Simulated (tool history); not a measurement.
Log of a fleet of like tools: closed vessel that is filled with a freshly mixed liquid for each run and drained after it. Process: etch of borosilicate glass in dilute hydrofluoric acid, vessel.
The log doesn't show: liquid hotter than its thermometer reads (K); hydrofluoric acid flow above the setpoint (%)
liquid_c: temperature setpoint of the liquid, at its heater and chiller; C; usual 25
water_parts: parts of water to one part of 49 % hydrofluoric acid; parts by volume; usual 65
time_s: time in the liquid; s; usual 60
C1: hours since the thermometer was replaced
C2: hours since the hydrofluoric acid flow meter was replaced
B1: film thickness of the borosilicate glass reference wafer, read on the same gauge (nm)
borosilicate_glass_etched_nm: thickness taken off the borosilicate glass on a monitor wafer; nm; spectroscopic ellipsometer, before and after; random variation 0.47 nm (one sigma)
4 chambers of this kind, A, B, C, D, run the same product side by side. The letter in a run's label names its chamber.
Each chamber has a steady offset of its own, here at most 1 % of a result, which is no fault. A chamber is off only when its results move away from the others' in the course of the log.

Run 1D, hour 4.7: usual settings; C1 256.5; C2 91.1; B1 80.013. Result: borosilicate_glass_etched_nm 50.225 nm.
Run 2B, hour 7.4: usual settings; C1 2372.3; C2 288.4; B1 80.013. Result: borosilicate_glass_etched_nm 50.481 nm.
Run 3A, hour 11.1: usual settings; C1 526.4; C2 1130.1; B1 80.005. Result: borosilicate_glass_etched_nm 52.207 nm.
Run 4C, hour 14.8: usual settings; C1 659.5; C2 167.3; B1 80.004. Result: borosilicate_glass_etched_nm 51.240 nm.
Run 5B, hour 17.8: usual settings; C1 2382.7; C2 298.8; B1 80.017. Result: borosilicate_glass_etched_nm 51.434 nm.
Run 6A, hour 22.5: usual settings; C1 537.8; C2 1141.5; B1 80.001. Result: borosilicate_glass_etched_nm 50.759 nm.
Run 7D, hour 26.3: usual settings; C1 278.1; C2 112.7; B1 79.996. Result: borosilicate_glass_etched_nm 50.008 nm.
Run 8C, hour 29.1: usual settings; C1 673.8; C2 181.6; B1 80.015. Result: borosilicate_glass_etched_nm 52.126 nm.
Run 9D, hour 33.7: usual settings; C1 285.5; C2 120.1; B1 79.991. Result: borosilicate_glass_etched_nm 49.933 nm.
At hour 37.4: chamber B: thermometer replaced.
Run 10C, hour 38.1: usual settings; C1 682.8; C2 190.6; B1 79.967. Result: borosilicate_glass_etched_nm 51.618 nm.
Run 11A, hour 42.0: usual settings; C1 557.3; C2 1161.0; B1 79.989. Result: borosilicate_glass_etched_nm 50.543 nm.
Run 12B, hour 44.7: usual settings; C1 7.3; C2 325.7; B1 80.007. Result: borosilicate_glass_etched_nm 50.749 nm.
Run 13B, hour 50.0: usual settings; C1 12.6; C2 331.0; B1 79.985. Result: borosilicate_glass_etched_nm 51.848 nm.
Run 14A, hour 52.8: usual settings; C1 568.1; C2 1171.8; B1 80.003. Result: borosilicate_glass_etched_nm 51.220 nm.
Run 15C, hour 57.2: usual settings; C1 701.9; C2 209.7; B1 79.986. Result: borosilicate_glass_etched_nm 51.833 nm.
Run 16D, hour 61.2: usual settings; C1 313.0; C2 147.6; B1 79.998. Result: borosilicate_glass_etched_nm 50.709 nm.
Run 17B, hour 64.8: usual settings but water_parts 45 parts by volume, time_s 95 s; C1 27.4; C2 345.8; B1 79.996. Result: borosilicate_glass_etched_nm 119.340 nm.
Run 18D, hour 69.1: usual settings but water_parts 45 parts by volume, time_s 95 s; C1 320.9; C2 155.5; B1 79.963. Result: borosilicate_glass_etched_nm 119.440 nm.
Run 19C, hour 71.8: usual settings but water_parts 45 parts by volume, time_s 95 s; C1 716.5; C2 224.3; B1 80.005. Result: borosilicate_glass_etched_nm 120.620 nm.
Run 20A, hour 77.0: usual settings but water_parts 45 parts by volume, time_s 95 s; C1 592.3; C2 1196.0; B1 80.030. Result: borosilicate_glass_etched_nm 117.590 nm.
Run 21A, hour 80.0: usual settings; C1 595.3; C2 1199.0; B1 79.994. Result: borosilicate_glass_etched_nm 51.276 nm.
Run 22B, hour 85.2: usual settings; C1 47.8; C2 366.2; B1 79.997. Result: borosilicate_glass_etched_nm 50.773 nm.
Run 23C, hour 89.8: usual settings; C1 734.5; C2 242.3; B1 80.012. Result: borosilicate_glass_etched_nm 52.000 nm.
Run 24D, hour 92.3: usual settings; C1 344.1; C2 178.7; B1 79.984. Result: borosilicate_glass_etched_nm 51.233 nm.
Run 25B, hour 95.0: usual settings; C1 57.6; C2 376.0; B1 80.030. Result: borosilicate_glass_etched_nm 51.122 nm.
Run 26D, hour 98.6: usual settings but liquid_c 29 C, water_parts 80 parts by volume; C1 350.4; C2 185.0; B1 80.004. Result: borosilicate_glass_etched_nm 48.071 nm.
Run 27A, hour 103.1: usual settings but liquid_c 29 C, water_parts 80 parts by volume; C1 618.4; C2 1222.1; B1 79.987. Result: borosilicate_glass_etched_nm 48.230 nm.
Run 28C, hour 108.3: usual settings but liquid_c 29 C, water_parts 80 parts by volume; C1 753.0; C2 260.8; B1 79.987. Result: borosilicate_glass_etched_nm 47.805 nm.
Run 29C, hour 113.0: usual settings but liquid_c 29 C, water_parts 80 parts by volume; C1 757.7; C2 265.5; B1 80.008. Result: borosilicate_glass_etched_nm 48.021 nm.
Run 30D, hour 117.2: usual settings; C1 369.0; C2 203.6; B1 80.026. Result: borosilicate_glass_etched_nm 51.077 nm.
Run 31A, hour 120.6: usual settings; C1 635.9; C2 1239.6; B1 80.017. Result: borosilicate_glass_etched_nm 51.642 nm.

Is one chamber off against the others, does the gauge drift, or is nothing wrong? If a chamber is off, say which, and what the likeliest cause is.

No chamber stands off beyond its own small offset, and the gauge holds steady.

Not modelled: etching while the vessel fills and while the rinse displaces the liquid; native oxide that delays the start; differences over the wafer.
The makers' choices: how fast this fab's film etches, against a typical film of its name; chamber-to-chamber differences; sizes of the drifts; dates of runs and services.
